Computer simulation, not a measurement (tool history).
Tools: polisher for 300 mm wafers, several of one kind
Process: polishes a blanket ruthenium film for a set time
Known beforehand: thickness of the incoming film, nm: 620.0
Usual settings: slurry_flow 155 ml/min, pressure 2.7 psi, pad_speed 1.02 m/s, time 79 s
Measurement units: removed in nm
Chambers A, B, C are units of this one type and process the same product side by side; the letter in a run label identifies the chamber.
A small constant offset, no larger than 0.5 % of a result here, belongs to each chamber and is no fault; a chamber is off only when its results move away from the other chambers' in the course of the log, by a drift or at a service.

run   hour  slurry_flow  pressure  pad_speed  time  removed
 1C    4.3          155       2.7       1.02    79  126.640
 2B    8.6          155       2.7       1.02    79  127.610
 3A   14.8          155       2.7       1.02    79  128.060
 4A   19.9          155       2.7       1.02    79  129.410
 5C   26.6          155       2.7       1.02    79  125.060
 6B   30.1          155       2.7       1.02    79  127.750
      30.6  -- chamber B: worn pad replaced by a new one
 7C   36.7          155       2.7       1.02    79  127.000
      40.6  -- chamber B: slurry nozzle cleaned
 8A   41.0          155       2.7       1.02    79  127.620
 9B   45.8          155       2.7       1.02    79  127.180
10A   51.3          155       2.7       1.02    79  126.010
11C   57.9          155       2.7       1.02    79  128.000
12B   63.9          130       2.7       1.02   102  159.210
      66.1  -- chamber C: worn pad replaced by a new one
13C   71.3          130       2.7       1.02   102  161.070
14A   74.6          130       2.7       1.02   102  155.190
15B   81.9          155       2.7       1.02    79  127.850
      83.0  -- chamber B: worn pad replaced by a new one
16B   86.2          155       2.7       1.02    79  126.420
17A   90.5          155       2.7       1.02    79  123.180
18C   95.4          155       2.7       1.02    79  126.900
19C   99.2          155       2.7       1.02    79  126.440
20B  105.0          155       2.7       1.02    79  126.740
21A  109.0          155       2.7       0.72    91   99.122
22C  113.7          155       2.7       0.72    91  103.620
23B  119.0          155       2.7       0.72    91  103.470
24A  124.8          175       2.7       1.02    79  125.110
25C  131.2          175       2.7       1.02    79  130.570
     133.8  -- chamber B: worn pad replaced by a new one
26A  137.1          175       2.7       1.02    79  119.820
27B  141.0          155       2.7       1.02    79  125.120
28B  145.5          155       2.0       1.02    97  115.840

Next, all 3 chambers run the settings below, one line each with question marks for the results. What does each chamber give?
29A  150.9          155       2.7       1.02    79        ?
29B  150.9          155       2.7       1.02    79        ?
29C  150.9          155       2.7       1.02    79        ?

run  removed
29A  119.880
29B  126.810
29C  130.290
